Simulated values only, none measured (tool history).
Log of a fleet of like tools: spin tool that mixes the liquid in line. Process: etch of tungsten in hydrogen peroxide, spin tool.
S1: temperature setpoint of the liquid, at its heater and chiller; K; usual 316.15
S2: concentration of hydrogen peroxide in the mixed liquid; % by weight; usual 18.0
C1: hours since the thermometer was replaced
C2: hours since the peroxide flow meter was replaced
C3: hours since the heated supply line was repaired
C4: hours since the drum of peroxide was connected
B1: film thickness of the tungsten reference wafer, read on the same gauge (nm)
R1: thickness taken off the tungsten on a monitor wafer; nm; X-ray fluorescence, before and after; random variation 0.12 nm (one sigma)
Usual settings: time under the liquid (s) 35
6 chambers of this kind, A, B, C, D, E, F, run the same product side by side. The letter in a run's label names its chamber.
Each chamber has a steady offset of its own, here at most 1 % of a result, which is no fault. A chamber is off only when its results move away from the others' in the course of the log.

{"hour": 4.5, "done": "chamber F: peroxide flow meter replaced"}
{"run": "1B", "hour": 8.7, "S1": 316.15, "S2": 18.0, "time under the liquid (s)": 35, "C1": 202.8, "C2": 1002.7, "C3": 1302.9, "C4": 985.6, "B1": 79.985, "R1": 18.396}
{"run": "2E", "hour": 17.3, "S1": 316.15, "S2": 18.0, "time under the liquid (s)": 35, "C1": 1346.4, "C2": 291.0, "C3": 883.0, "C4": 605.8, "B1": 79.939, "R1": 18.553}
{"run": "3A", "hour": 21.8, "S1": 316.15, "S2": 18.0, "time under the liquid (s)": 35, "C1": 535.7, "C2": 704.1, "C3": 2983.6, "C4": 401.0, "B1": 79.97, "R1": 18.532}
{"run": "4C", "hour": 29.4, "S1": 316.15, "S2": 18.0, "time under the liquid (s)": 35, "C1": 1370.3, "C2": 1751.1, "C3": 409.5, "C4": 781.1, "B1": 79.955, "R1": 18.742}
{"run": "5F", "hour": 39.0, "S1": 316.15, "S2": 18.0, "time under the liquid (s)": 15, "C1": 405.3, "C2": 34.6, "C3": 1957.4, "C4": 198.4, "B1": 79.987, "R1": 7.8538}
{"run": "6D", "hour": 44.3, "S1": 316.15, "S2": 18.0, "time under the liquid (s)": 15, "C1": 1798.8, "C2": 197.0, "C3": 955.5, "C4": 875.9, "B1": 80.002, "R1": 7.8603}
{"run": "7B", "hour": 50.5, "S1": 316.15, "S2": 18.0, "time under the liquid (s)": 15, "C1": 244.6, "C2": 1044.5, "C3": 1344.7, "C4": 1027.4, "B1": 80.005, "R1": 7.8653}
{"hour": 52.2, "done": "chamber B: new drum of peroxide connected"}
{"run": "8C", "hour": 56.8, "S1": 316.15, "S2": 18.0, "time under the liquid (s)": 15, "C1": 1397.7, "C2": 1778.5, "C3": 436.9, "C4": 808.5, "B1": 79.999, "R1": 7.8942}
{"run": "9A", "hour": 65.3, "S1": 316.15, "S2": 18.0, "time under the liquid (s)": 15, "C1": 579.2, "C2": 747.6, "C3": 3027.1, "C4": 444.5, "B1": 79.984, "R1": 7.9692}
{"run": "10D", "hour": 73.7, "S1": 316.15, "S2": 18.0, "time under the liquid (s)": 15, "C1": 1828.2, "C2": 226.4, "C3": 984.9, "C4": 905.3, "B1": 79.97, "R1": 7.9225}
{"run": "11F", "hour": 81.2, "S1": 316.15, "S2": 18.0, "time under the liquid (s)": 35, "C1": 447.5, "C2": 76.8, "C3": 1999.6, "C4": 240.6, "B1": 80.023, "R1": 18.278}
{"hour": 85.3, "done": "chamber C: peroxide flow meter replaced"}
{"run": "12E", "hour": 86.7, "S1": 316.15, "S2": 18.0, "time under the liquid (s)": 35, "C1": 1415.8, "C2": 360.4, "C3": 952.4, "C4": 675.2, "B1": 79.98, "R1": 18.386}
{"run": "13D", "hour": 94.5, "S1": 316.15, "S2": 13.0, "time under the liquid (s)": 35, "C1": 1849.0, "C2": 247.2, "C3": 1005.7, "C4": 926.1, "B1": 80.004, "R1": 15.764}
{"run": "14F", "hour": 100.1, "S1": 316.15, "S2": 13.0, "time under the liquid (s)": 35, "C1": 466.4, "C2": 95.7, "C3": 2018.5, "C4": 259.5, "B1": 79.972, "R1": 15.664}
{"run": "15A", "hour": 108.2, "S1": 316.15, "S2": 13.0, "time under the liquid (s)": 35, "C1": 622.1, "C2": 790.5, "C3": 3070.0, "C4": 487.4, "B1": 80.011, "R1": 15.573}
{"run": "16C", "hour": 112.8, "S1": 316.15, "S2": 13.0, "time under the liquid (s)": 35, "C1": 1453.7, "C2": 27.5, "C3": 492.9, "C4": 864.5, "B1": 79.985, "R1": 15.656}
{"run": "17E", "hour": 120.3, "S1": 316.15, "S2": 13.0, "time under the liquid (s)": 35, "C1": 1449.4, "C2": 394.0, "C3": 986.0, "C4": 708.8, "B1": 80.032, "R1": 15.403}
{"run": "18B", "hour": 128.9, "S1": 316.15, "S2": 13.0, "time under the liquid (s)": 35, "C1": 323.0, "C2": 1122.9, "C3": 1423.1, "C4": 76.8, "B1": 79.963, "R1": 15.612}
{"run": "19D", "hour": 135.3, "S1": 316.15, "S2": 18.0, "time under the liquid (s)": 35, "C1": 1889.8, "C2": 288.0, "C3": 1046.5, "C4": 966.9, "B1": 79.955, "R1": 18.446}
{"run": "20A", "hour": 145.1, "S1": 316.15, "S2": 18.0, "time under the liquid (s)": 35, "C1": 659.0, "C2": 827.4, "C3": 3106.9, "C4": 524.3, "B1": 80.011, "R1": 18.206}
{"run": "21F", "hour": 152.7, "S1": 316.15, "S2": 18.0, "time under the liquid (s)": 35, "C1": 519.0, "C2": 148.3, "C3": 2071.1, "C4": 312.1, "B1": 80.011, "R1": 18.236}
{"run": "22C", "hour": 162.3, "S1": 316.15, "S2": 18.0, "time under the liquid (s)": 35, "C1": 1503.2, "C2": 77.0, "C3": 542.4, "C4": 914.0, "B1": 80.028, "R1": 18.563}
{"run": "23E", "hour": 171.3, "S1": 316.15, "S2": 18.0, "time under the liquid (s)": 35, "C1": 1500.4, "C2": 445.0, "C3": 1037.0, "C4": 759.8, "B1": 80.007, "R1": 18.026}
{"run": "24B", "hour": 178.4, "S1": 316.15, "S2": 18.0, "time under the liquid (s)": 35, "C1": 372.5, "C2": 1172.4, "C3": 1472.6, "C4": 126.3, "B1": 80.003, "R1": 18.491}
{"run": "25F", "hour": 187.8, "S1": 316.15, "S2": 18.0, "time under the liquid (s)": 35, "C1": 554.1, "C2": 183.4, "C3": 2106.2, "C4": 347.2, "B1": 79.976, "R1": 18.349}
{"run": "26E", "hour": 197.3, "S1": 316.15, "S2": 18.0, "time under the liquid (s)": 35, "C1": 1526.4, "C2": 471.0, "C3": 1063.0, "C4": 785.8, "B1": 80.016, "R1": 17.729}
{"run": "27D", "hour": 205.7, "S1": 316.15, "S2": 18.0, "time under the liquid (s)": 35, "C1": 1960.2, "C2": 358.4, "C3": 1116.9, "C4": 1037.3, "B1": 79.994, "R1": 18.423}
{"run": "28A", "hour": 211.8, "S1": 316.15, "S2": 18.0, "time under the liquid (s)": 35, "C1": 725.7, "C2": 894.1, "C3": 3173.6, "C4": 591.0, "B1": 79.997, "R1": 18.16}
{"hour": 214.1, "done": "chamber D: new drum of peroxide connected"}
{"hour": 216.1, "done": "chamber C: thermometer replaced"}
{"run": "29B", "hour": 219.1, "S1": 310.15, "S2": 18.0, "time under the liquid (s)": 25, "C1": 413.2, "C2": 1213.1, "C3": 1513.3, "C4": 167.0, "B1": 80.003, "R1": 8.9399}
{"run": "30C", "hour": 228.2, "S1": 310.15, "S2": 18.0, "time under the liquid (s)": 25, "C1": 12.1, "C2": 142.9, "C3": 608.3, "C4": 979.9, "B1": 79.994, "R1": 8.9543}
{"run": "31F", "hour": 234.2, "S1": 310.15, "S2": 18.0, "time under the liquid (s)": 25, "C1": 600.5, "C2": 229.8, "C3": 2152.6, "C4": 393.6, "B1": 80.001, "R1": 8.8253}
{"run": "32C", "hour": 241.6, "S1": 310.15, "S2": 18.0, "time under the liquid (s)": 25, "C1": 25.5, "C2": 156.3, "C3": 621.7, "C4": 993.3, "B1": 79.982, "R1": 9.008}
{"run": "33E", "hour": 249.2, "S1": 310.15, "S2": 18.0, "time under the liquid (s)": 25, "C1": 1578.3, "C2": 522.9, "C3": 1114.9, "C4": 837.7, "B1": 80.033, "R1": 8.4904}
{"run": "34D", "hour": 258.8, "S1": 310.15, "S2": 18.0, "time under the liquid (s)": 25, "C1": 2013.3, "C2": 411.5, "C3": 1170.0, "C4": 44.7, "B1": 80.063, "R1": 8.8742}
{"run": "35A", "hour": 264.2, "S1": 316.15, "S2": 18.0, "time under the liquid (s)": 35, "C1": 778.1, "C2": 946.5, "C3": 3226.0, "C4": 643.4, "B1": 79.954, "R1": 18.288}
{"run": "36B", "hour": 270.4, "S1": 316.15, "S2": 18.0, "time under the liquid (s)": 35, "C1": 464.5, "C2": 1264.4, "C3": 1564.6, "C4": 218.3, "B1": 80.037, "R1": 18.369}
{"run": "37E", "hour": 276.8, "S1": 316.15, "S2": 18.0, "time under the liquid (s)": 35, "C1": 1605.9, "C2": 550.5, "C3": 1142.5, "C4": 865.3, "B1": 80.024, "R1": 17.631}
{"run": "38B", "hour": 286.7, "S1": 316.15, "S2": 15.5, "time under the liquid (s)": 35, "C1": 480.8, "C2": 1280.7, "C3": 1580.9, "C4": 234.6, "B1": 80.017, "R1": 17.097}
{"run": "39F", "hour": 292.0, "S1": 316.15, "S2": 15.5, "time under the liquid (s)": 35, "C1": 658.3, "C2": 287.6, "C3": 2210.4, "C4": 451.4, "B1": 80.027, "R1": 16.907}
{"run": "40C", "hour": 301.3, "S1": 316.15, "S2": 15.5, "time under the liquid (s)": 35, "C1": 85.2, "C2": 216.0, "C3": 681.4, "C4": 1053.0, "B1": 79.984, "R1": 17.318}
{"hour": 303.4, "done": "chamber A: heated supply line repaired"}
{"run": "41D", "hour": 307.9, "S1": 316.15, "S2": 15.5, "time under the liquid (s)": 35, "C1": 2062.4, "C2": 460.6, "C3": 1219.1, "C4": 93.8, "B1": 79.998, "R1": 17.203}
{"run": "42A", "hour": 314.1, "S1": 316.15, "S2": 15.5, "time under the liquid (s)": 35, "C1": 828.0, "C2": 996.4, "C3": 10.7, "C4": 693.3, "B1": 80.036, "R1": 17.228}

All 6 chambers run these settings next. Forecast each chamber's results:
{"run": "43A", "hour": 321.3, "S1": 316.15, "S2": 13.5, "time under the liquid (s)": 35, "R1": "?"}
{"run": "43B", "hour": 321.3, "S1": 316.15, "S2": 13.5, "time under the liquid (s)": 35, "R1": "?"}
{"run": "43C", "hour": 321.3, "S1": 316.15, "S2": 13.5, "time under the liquid (s)": 35, "R1": "?"}
{"run": "43D", "hour": 321.3, "S1": 316.15, "S2": 13.5, "time under the liquid (s)": 35, "R1": "?"}
{"run": "43E", "hour": 321.3, "S1": 316.15, "S2": 13.5, "time under the liquid (s)": 35, "R1": "?"}
{"run": "43F", "hour": 321.3, "S1": 316.15, "S2": 13.5, "time under the liquid (s)": 35, "R1": "?"}

run=43A R1=15.7450
run=43B R1=15.7420
run=43C R1=15.8710
run=43D R1=16.0610
run=43E R1=14.9650
run=43F R1=15.8680

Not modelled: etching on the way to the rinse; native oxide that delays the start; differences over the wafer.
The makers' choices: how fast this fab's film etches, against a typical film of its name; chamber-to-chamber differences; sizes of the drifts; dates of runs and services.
